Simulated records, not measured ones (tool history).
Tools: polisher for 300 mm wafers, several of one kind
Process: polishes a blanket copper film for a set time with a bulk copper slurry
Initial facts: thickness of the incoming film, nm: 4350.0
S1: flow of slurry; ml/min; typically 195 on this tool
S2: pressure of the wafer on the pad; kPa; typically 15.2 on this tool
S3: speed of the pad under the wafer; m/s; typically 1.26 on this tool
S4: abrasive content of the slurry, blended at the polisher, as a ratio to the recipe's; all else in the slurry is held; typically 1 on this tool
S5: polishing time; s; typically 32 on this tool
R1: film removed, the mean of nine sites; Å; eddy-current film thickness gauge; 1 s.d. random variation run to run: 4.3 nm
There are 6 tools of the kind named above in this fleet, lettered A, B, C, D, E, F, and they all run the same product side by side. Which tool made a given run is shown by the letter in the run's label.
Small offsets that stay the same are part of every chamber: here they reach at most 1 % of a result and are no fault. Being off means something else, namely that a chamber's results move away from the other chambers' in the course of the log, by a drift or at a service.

At hour 3.1: chamber D: slurry blender recalibrated.
Run 1A, hour 9: usual settings. Result: R1 3236.1 Å.
At hour 14.6: chamber C: worn pad replaced by a new one.
Run 2C, hour 18.7: usual settings. Result: R1 3252.9 Å.
Run 3E, hour 28: usual settings. Result: R1 3192.5 Å.
At hour 32.8: chamber E: slurry nozzle cleaned.
Run 4D, hour 38.1: usual settings. Result: R1 3274 Å.
At hour 43.7: chamber F: worn pad replaced by a new one.
Run 5B, hour 46.4: usual settings. Result: R1 3186.5 Å.
At hour 53.9: chamber E: worn pad replaced by a new one.
Run 6F, hour 60.4: usual settings. Result: R1 3155.8 Å.
At hour 60.7: chamber B: slurry blender recalibrated.
Run 7B, hour 69.6: usual settings but S3 1.44 m/s. Result: R1 3680.8 Å.
At hour 74.1: chamber E: slurry blender recalibrated.
At hour 78.9: chamber B: worn pad replaced by a new one.
At hour 79.9: chamber F: slurry nozzle cleaned.
At hour 81.4: chamber A: worn pad replaced by a new one.
Run 8F, hour 82.4: usual settings but S3 1.44 m/s. Result: R1 3635.7 Å.
At hour 88.5: chamber D: worn pad replaced by a new one.
At hour 91.2: chamber C: worn pad replaced by a new one.
Run 9E, hour 92: usual settings but S3 1.44 m/s. Result: R1 3711.6 Å.
Run 10C, hour 102.1: usual settings but S3 1.44 m/s. Result: R1 3677.3 Å.
At hour 102.5: chamber F: slurry blender recalibrated.
Run 11A, hour 112.8: usual settings but S3 1.44 m/s. Result: R1 3710.3 Å.
At hour 113.4: chamber A: slurry nozzle cleaned.
Run 12D, hour 127: usual settings but S3 1.44 m/s. Result: R1 3689.8 Å.
At hour 131.6: chamber A: slurry blender recalibrated.
At hour 137.1: chamber F: worn pad replaced by a new one.
Run 13A, hour 140.6: usual settings but S2 19.3 kPa, S3 1.1 m/s. Result: R1 3563.2 Å.
At hour 151.3: chamber B: slurry nozzle cleaned.
At hour 152.4: chamber E: worn pad replaced by a new one.
Run 14F, hour 152.8: usual settings but S2 19.3 kPa, S3 1.1 m/s. Result: R1 3434.7 Å.
At hour 155.8: chamber D: slurry blender recalibrated.
Run 15D, hour 162.6: usual settings but S2 19.3 kPa, S3 1.1 m/s. Result: R1 3579.2 Å.
At hour 174.2: chamber D: worn pad replaced by a new one.
Run 16B, hour 175.5: usual settings but S2 19.3 kPa, S3 1.1 m/s. Result: R1 3582.2 Å.
At hour 177.1: chamber B: worn pad replaced by a new one.
At hour 177.2: chamber A: worn pad replaced by a new one.
At hour 178.6: chamber C: worn pad replaced by a new one.
Run 17C, hour 186.4: usual settings but S2 19.3 kPa, S3 1.1 m/s. Result: R1 3636 Å.
Run 18E, hour 197.4: usual settings but S2 19.3 kPa, S3 1.1 m/s. Result: R1 3491 Å.
Run 19A, hour 206: usual settings. Result: R1 3183.8 Å.
At hour 206.3: chamber C: slurry blender recalibrated.
At hour 212.4: chamber A: head pressure recalibrated.
At hour 221.2: chamber F: worn pad replaced by a new one.
Run 20D, hour 221.4: usual settings. Result: R1 3155 Å.
Run 21B, hour 230.3: usual settings. Result: R1 3191 Å.
Run 22F, hour 245.2: usual settings. Result: R1 3190 Å.
At hour 249.6: chamber E: worn pad replaced by a new one.
At hour 253.6: chamber A: worn pad replaced by a new one.
Run 23E, hour 256.2: usual settings. Result: R1 3120.8 Å.
At hour 259: chamber C: worn pad replaced by a new one.
At hour 263.1: chamber B: worn pad replaced by a new one.
Run 24C, hour 265.7: usual settings. Result: R1 3182.2 Å.
At hour 267.4: chamber A: slurry blender recalibrated.
At hour 274.8: chamber D: worn pad replaced by a new one.
Run 25B, hour 275: usual settings. Result: R1 3176.9 Å.
At hour 276.7: chamber E: slurry nozzle cleaned.
Run 26A, hour 289.6: usual settings. Result: R1 3447.4 Å.
At hour 295.6: chamber E: slurry blender recalibrated.
Run 27F, hour 296.3: usual settings but S4 1.25. Result: R1 3257.6 Å.
At hour 302.8: chamber D: slurry blender recalibrated.
Run 28E, hour 304.2: usual settings but S4 1.25. Result: R1 3279.3 Å.
Run 29C, hour 312.5: usual settings but S4 1.25. Result: R1 3366.1 Å.
At hour 318.4: chamber F: worn pad replaced by a new one.
At hour 320.4: chamber E: head pressure recalibrated.
Run 30D, hour 321.2: usual settings but S4 1.25. Result: R1 3335.7 Å.
At hour 324.3: chamber B: head pressure recalibrated.
At hour 330.3: chamber E: worn pad replaced by a new one.
At hour 331.1: chamber A: worn pad replaced by a new one.
Run 31E, hour 333.8: usual settings but S4 1.25. Result: R1 3364.7 Å.
At hour 335.5: chamber C: worn pad replaced by a new one.
Run 32B, hour 345.9: usual settings but S4 1.25. Result: R1 3349.9 Å.
At hour 346.7: chamber B: worn pad replaced by a new one.
Run 33F, hour 356.9: usual settings. Result: R1 3174.2 Å.
Run 34C, hour 366.4: usual settings. Result: R1 3237.1 Å.
At hour 369.6: chamber D: worn pad replaced by a new one.
At hour 377.6: chamber B: slurry nozzle cleaned.
Run 35A, hour 379.5: usual settings. Result: R1 3496.9 Å.
Run 36D, hour 393.4: usual settings but S1 155 ml/min, S3 1.44 m/s. Result: R1 3624.8 Å.
Run 37F, hour 401: usual settings but S1 155 ml/min, S3 1.44 m/s. Result: R1 3530.3 Å.
Run 38B, hour 411.4: usual settings but S1 155 ml/min, S3 1.44 m/s. Result: R1 3487.4 Å.
At hour 413.1: chamber E: worn pad replaced by a new one.
At hour 416.2: chamber A: slurry blender recalibrated.
Run 39D, hour 421.4: usual settings but S1 155 ml/min, S3 1.44 m/s. Result: R1 3563.8 Å.
At hour 431.2: chamber A: worn pad replaced by a new one.
Run 40E, hour 435.9: usual settings but S1 155 ml/min, S3 1.44 m/s. Result: R1 3516 Å.
Run 41A, hour 446.4: usual settings but S1 155 ml/min, S3 1.44 m/s. Result: R1 3815.9 Å.

Is one chamber out of step, is the gauge drifting, or do the chambers differ by no more than their own small offsets? For an off chamber, give its letter and the likeliest cause.

The work done on chamber A during a service left it standing apart from the others.
What lies behind it: head's pressure above its setpoint, % = 9.19.

Chamber A could run next with any of the 4 candidate recipes listed below; each alters the usual settings, and their results appear as question marks. Which one brings its results back in line with what the other chambers deliver on the usual settings?
In-line tolerance around the mean of the other chambers on the usual settings: R1 150 Å
Run 42A-1, hour 457.4: usual settings but S1 190 ml/min, S2 12.4 kPa. Result: R1 ?.
Run 42A-2, hour 457.4: usual settings but S5 29 s. Result: R1 ?.
Run 42A-3, hour 457.4: usual settings but S2 16.5 kPa. Result: R1 ?.
Run 42A-4, hour 457.4: usual settings but S2 16.5 kPa, S3 1.38 m/s. Result: R1 ?.

Usual-settings mean across the other chambers: R1 3212.2 Å
  run      R1
42A-1  2881.1
42A-2  3199.4
42A-3  3849.8
42A-4  4216.2
The answer is 42A-2, which returns the chamber to within the allowed miss of the others.
